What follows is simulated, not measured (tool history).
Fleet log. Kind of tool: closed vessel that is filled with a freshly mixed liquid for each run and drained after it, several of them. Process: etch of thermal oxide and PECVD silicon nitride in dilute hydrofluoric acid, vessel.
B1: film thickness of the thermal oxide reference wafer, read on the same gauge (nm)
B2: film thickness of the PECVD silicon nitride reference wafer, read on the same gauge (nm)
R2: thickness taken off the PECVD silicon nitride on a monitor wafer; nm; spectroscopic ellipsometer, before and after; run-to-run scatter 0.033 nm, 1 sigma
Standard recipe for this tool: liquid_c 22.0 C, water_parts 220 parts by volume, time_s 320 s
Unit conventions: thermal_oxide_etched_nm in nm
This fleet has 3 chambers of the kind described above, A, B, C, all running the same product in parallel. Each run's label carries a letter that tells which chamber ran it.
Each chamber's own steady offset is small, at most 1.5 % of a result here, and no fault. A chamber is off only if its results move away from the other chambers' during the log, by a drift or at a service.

{"run": "1A", "hour": 9.2, "liquid_c": 22.0, "water_parts": 220, "time_s": 320, "B1": 50.01, "B2": 90.022, "thermal_oxide_etched_nm": 5.8146, "R2": 3.6594}
{"run": "2B", "hour": 15.7, "liquid_c": 22.0, "water_parts": 220, "time_s": 320, "B1": 50.006, "B2": 89.983, "thermal_oxide_etched_nm": 5.7756, "R2": 3.5791}
{"run": "3C", "hour": 25.3, "liquid_c": 22.0, "water_parts": 220, "time_s": 320, "B1": 50.0, "B2": 89.986, "thermal_oxide_etched_nm": 5.6389, "R2": 3.5813}
{"run": "4B", "hour": 36.9, "liquid_c": 22.0, "water_parts": 220, "time_s": 320, "B1": 50.001, "B2": 89.988, "thermal_oxide_etched_nm": 5.682, "R2": 3.505}
{"run": "5C", "hour": 45.1, "liquid_c": 18.5, "water_parts": 220, "time_s": 245, "B1": 50.003, "B2": 90.011, "thermal_oxide_etched_nm": 3.7868, "R2": 2.1823}
{"run": "6A", "hour": 50.8, "liquid_c": 18.5, "water_parts": 220, "time_s": 245, "B1": 49.963, "B2": 90.0, "thermal_oxide_etched_nm": 3.8474, "R2": 2.2166}
{"run": "7B", "hour": 60.8, "liquid_c": 18.5, "water_parts": 220, "time_s": 245, "B1": 50.023, "B2": 90.009, "thermal_oxide_etched_nm": 3.8821, "R2": 2.1471}
{"run": "8C", "hour": 71.7, "liquid_c": 25.5, "water_parts": 175, "time_s": 320, "B1": 50.011, "B2": 89.992, "thermal_oxide_etched_nm": 8.311, "R2": 5.526}
{"run": "9A", "hour": 83.5, "liquid_c": 25.5, "water_parts": 175, "time_s": 320, "B1": 50.046, "B2": 89.98, "thermal_oxide_etched_nm": 8.6674, "R2": 5.6522}
{"run": "10A", "hour": 94.3, "liquid_c": 25.5, "water_parts": 175, "time_s": 320, "B1": 49.996, "B2": 90.0, "thermal_oxide_etched_nm": 8.6363, "R2": 5.6306}
{"run": "11B", "hour": 100.8, "liquid_c": 22.0, "water_parts": 220, "time_s": 320, "B1": 49.996, "B2": 90.002, "thermal_oxide_etched_nm": 5.8098, "R2": 3.6027}
{"run": "12C", "hour": 106.2, "liquid_c": 26.5, "water_parts": 220, "time_s": 160, "B1": 49.985, "B2": 90.002, "thermal_oxide_etched_nm": 3.2613, "R2": 2.2659}
{"run": "13C", "hour": 116.6, "liquid_c": 26.5, "water_parts": 220, "time_s": 160, "B1": 50.022, "B2": 89.961, "thermal_oxide_etched_nm": 3.2144, "R2": 2.3096}
{"run": "14B", "hour": 122.5, "liquid_c": 26.5, "water_parts": 220, "time_s": 160, "B1": 49.966, "B2": 90.02, "thermal_oxide_etched_nm": 3.3543, "R2": 2.3921}
{"run": "15A", "hour": 128.2, "liquid_c": 22.0, "water_parts": 220, "time_s": 490, "B1": 50.018, "B2": 90.039, "thermal_oxide_etched_nm": 8.6655, "R2": 5.5574}
{"run": "16B", "hour": 134.4, "liquid_c": 22.0, "water_parts": 220, "time_s": 490, "B1": 49.988, "B2": 90.013, "thermal_oxide_etched_nm": 8.8509, "R2": 5.4102}
{"run": "17C", "hour": 140.2, "liquid_c": 22.0, "water_parts": 220, "time_s": 490, "B1": 50.004, "B2": 89.995, "thermal_oxide_etched_nm": 8.3151, "R2": 5.2716}
{"run": "18A", "hour": 148.2, "liquid_c": 22.0, "water_parts": 220, "time_s": 320, "B1": 50.017, "B2": 90.001, "thermal_oxide_etched_nm": 5.6995, "R2": 3.6391}
{"run": "19A", "hour": 158.4, "liquid_c": 22.0, "water_parts": 220, "time_s": 320, "B1": 50.023, "B2": 89.988, "thermal_oxide_etched_nm": 5.7437, "R2": 3.6065}
{"run": "20C", "hour": 169.4, "liquid_c": 22.0, "water_parts": 220, "time_s": 320, "B1": 49.996, "B2": 89.972, "thermal_oxide_etched_nm": 5.3623, "R2": 3.3998}
{"run": "21B", "hour": 175.6, "liquid_c": 22.0, "water_parts": 220, "time_s": 320, "B1": 49.993, "B2": 89.996, "thermal_oxide_etched_nm": 5.7926, "R2": 3.5167}
{"run": "22A", "hour": 181.7, "liquid_c": 22.0, "water_parts": 220, "time_s": 320, "B1": 50.024, "B2": 89.991, "thermal_oxide_etched_nm": 5.7125, "R2": 3.6204}
{"run": "23B", "hour": 190.7, "liquid_c": 22.0, "water_parts": 220, "time_s": 320, "B1": 50.018, "B2": 90.0, "thermal_oxide_etched_nm": 5.7062, "R2": 3.5367}
{"run": "24C", "hour": 196.0, "liquid_c": 17.5, "water_parts": 135, "time_s": 320, "B1": 50.003, "B2": 90.035, "thermal_oxide_etched_nm": 7.7754, "R2": 3.9575}
{"run": "25A", "hour": 204.7, "liquid_c": 17.5, "water_parts": 135, "time_s": 320, "B1": 50.021, "B2": 89.992, "thermal_oxide_etched_nm": 8.4241, "R2": 4.3001}
{"run": "26C", "hour": 211.0, "liquid_c": 17.5, "water_parts": 135, "time_s": 320, "B1": 50.041, "B2": 90.008, "thermal_oxide_etched_nm": 7.8062, "R2": 3.9429}
{"run": "27B", "hour": 218.2, "liquid_c": 22.0, "water_parts": 220, "time_s": 320, "B1": 49.97, "B2": 90.023, "thermal_oxide_etched_nm": 5.7599, "R2": 3.568}
{"run": "28B", "hour": 225.0, "liquid_c": 22.0, "water_parts": 325, "time_s": 320, "B1": 49.994, "B2": 89.99, "thermal_oxide_etched_nm": 3.5252, "R2": 2.4424}

Is one chamber off against the others, does the gauge drift, or is nothing wrong? If a chamber is off, say which, and what the likeliest cause is.

It is chamber C that slowly wanders off from its peers.
Likeliest cause: hydrofluoric acid flow below the setpoint (%) = 7.13.

Below are 4 candidate recipes for chamber C's next run, each the usual settings with a change, their results shown as question marks. Which of them brings C's results back in line with what the other chambers give on the usual settings?
A result is in line if it is within this distance of the other chambers' mean on the usual settings: thermal_oxide_etched_nm 0.1400 nm; R2 0.1100 nm
{"run": "29C-1", "hour": 233.6, "liquid_c": 22.0, "water_parts": 205, "time_s": 340, "thermal_oxide_etched_nm": "?", "R2": "?"}
{"run": "29C-2", "hour": 233.6, "liquid_c": 22.5, "water_parts": 240, "time_s": 300, "thermal_oxide_etched_nm": "?", "R2": "?"}
{"run": "29C-3", "hour": 233.6, "liquid_c": 22.0, "water_parts": 210, "time_s": 330, "thermal_oxide_etched_nm": "?", "R2": "?"}
{"run": "29C-4", "hour": 233.6, "liquid_c": 22.0, "water_parts": 230, "time_s": 305, "thermal_oxide_etched_nm": "?", "R2": "?"}

The mean the other chambers reach with the usual settings: thermal_oxide_etched_nm 5.7389 nm; R2 3.6028 nm
run=29C-1 thermal_oxide_etched_nm=6.0259 R2=3.7687
run=29C-2 thermal_oxide_etched_nm=4.4699 R2=2.9479
run=29C-3 thermal_oxide_etched_nm=5.6816 R2=3.5739
run=29C-4 thermal_oxide_etched_nm=4.7018 R2=3.0258
It is 29C-3 that realigns the chamber with its peers.

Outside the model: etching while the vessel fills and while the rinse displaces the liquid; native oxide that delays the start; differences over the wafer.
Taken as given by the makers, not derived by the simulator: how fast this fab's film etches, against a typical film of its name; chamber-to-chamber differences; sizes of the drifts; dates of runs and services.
